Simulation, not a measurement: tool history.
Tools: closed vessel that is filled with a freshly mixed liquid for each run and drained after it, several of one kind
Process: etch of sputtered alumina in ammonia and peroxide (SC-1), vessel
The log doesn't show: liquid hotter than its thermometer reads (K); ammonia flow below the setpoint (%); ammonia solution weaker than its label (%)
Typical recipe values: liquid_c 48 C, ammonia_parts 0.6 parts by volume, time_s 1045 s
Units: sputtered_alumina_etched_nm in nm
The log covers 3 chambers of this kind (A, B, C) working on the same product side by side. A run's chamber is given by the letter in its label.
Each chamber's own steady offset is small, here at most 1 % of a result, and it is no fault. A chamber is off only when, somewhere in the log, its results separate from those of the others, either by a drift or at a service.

run	day	liquid_c	ammonia_parts	time_s	hours since the thermometer was replaced	hours since the ammonia flow meter was replaced	hours since the drum of ammonia solution was connected	read-back film thickness of the sputtered alumina reference wafer, read on the same gauge (nm)	sputtered_alumina_etched_nm
1A	0.154	48	0.6	1045	1522.9	155.3	491.2	60.002	50.584
2B	0.317	48	0.6	1045	384.6	2028.2	275.9	59.989	50.938
3C	0.554	48	0.6	1045	417.6	339.1	26.4	59.999	50.506
4B	0.667	48	0.6	1045	393	2036.6	284.3	60	50.85
5A	0.788	48	0.6	1045	1538.1	170.5	506.4	59.991	50.471
6C	0.904	48	0.6	1045	426	347.5	34.8	59.995	50.771
7B	1.112	48	0.6	1045	403.7	2047.3	295	60.006	50.942
8C	1.3	48	0.6	1045	435.5	357	44.3	60.018	50.46
9A	1.508	48	0.6	1045	1555.4	187.8	523.7	59.988	50.253
10A	1.746	48	0.6	1045	1561.1	193.5	529.4	59.998	50.525
11C	1.992	48	0.6	1045	452.1	373.6	60.9	59.993	51.18
12B	2.212	48	0.6	1045	430.1	2073.7	321.4	60.011	50.966
13B	2.358	48	0.6	1045	433.6	2077.2	324.9	60.002	50.47
14A	2.588	48	0.6	1045	1581.3	213.7	549.6	59.995	50.721
15C	2.792	48	0.6	1045	471.3	392.8	80.1	60	51.453
16C	3.029	48	0.6	1045	477	398.5	85.8	60.013	51.149
17B	3.154	48	0.6	1045	452.7	2096.3	344	60.015	50.868
18A	3.35	48	0.6	1045	1599.6	232	567.9	60.014	50.348
19C	3.533	48	0.6	1045	489.1	410.6	97.9	60.009	51.551
20B	3.675	48	0.6	1045	465.2	2108.8	356.5	60.002	50.871
21A	3.892	48	0.6	1045	1612.6	245	580.9	59.995	50.34
22C	4.042	48	0.6	1045	501.3	422.8	110.1	60.017	51.716
23A	4.246	48	0.6	1045	1621.1	253.5	589.4	60.007	50.603
24B	4.442	48	0.6	1045	483.6	2127.2	374.9	60.005	50.863
25A	4.571	48	0.9	1045	1628.9	261.3	597.2	59.991	52.499
26B	4.721	48	0.9	1045	490.3	2133.9	381.6	60.02	53.182
27C	4.846	48	0.9	1045	520.6	442.1	129.4	60	53.885
28C	5.096	53	0.6	1045	526.6	448.1	135.4	59.998	68.975

One chamber off, gauge drift, or nothing amiss beyond the chambers' own small offsets? If it is a chamber, which one, and what is the likeliest cause?

Little by little, chamber C moves away from the other chambers.
Most likely cause: liquid hotter than its thermometer reads (K) = 0.576.

Here are 4 candidates for chamber C's next run, each the usual settings with a change, their results left as question marks. Which one brings its results back in line with what the others give on the usual settings?
Allowed miss from the other chambers' usual-settings mean, per result, to count as in line: sputtered_alumina_etched_nm 0.69 nm
29C-1	5.279	47.5	0.6	1045					?
29C-2	5.279	48	0.6	1080					?
29C-3	5.279	48.5	0.6	1080					?
29C-4	5.279	47.5	0.6	1010					?

Other chambers, usual settings, mean: sputtered_alumina_etched_nm 50.646 nm
run	sputtered_alumina_etched_nm
29C-1	50.984
29C-2	54.208
29C-3	55.732
29C-4	49.276
Change 29C-1 lands the chamber within the allowed miss of the other chambers.

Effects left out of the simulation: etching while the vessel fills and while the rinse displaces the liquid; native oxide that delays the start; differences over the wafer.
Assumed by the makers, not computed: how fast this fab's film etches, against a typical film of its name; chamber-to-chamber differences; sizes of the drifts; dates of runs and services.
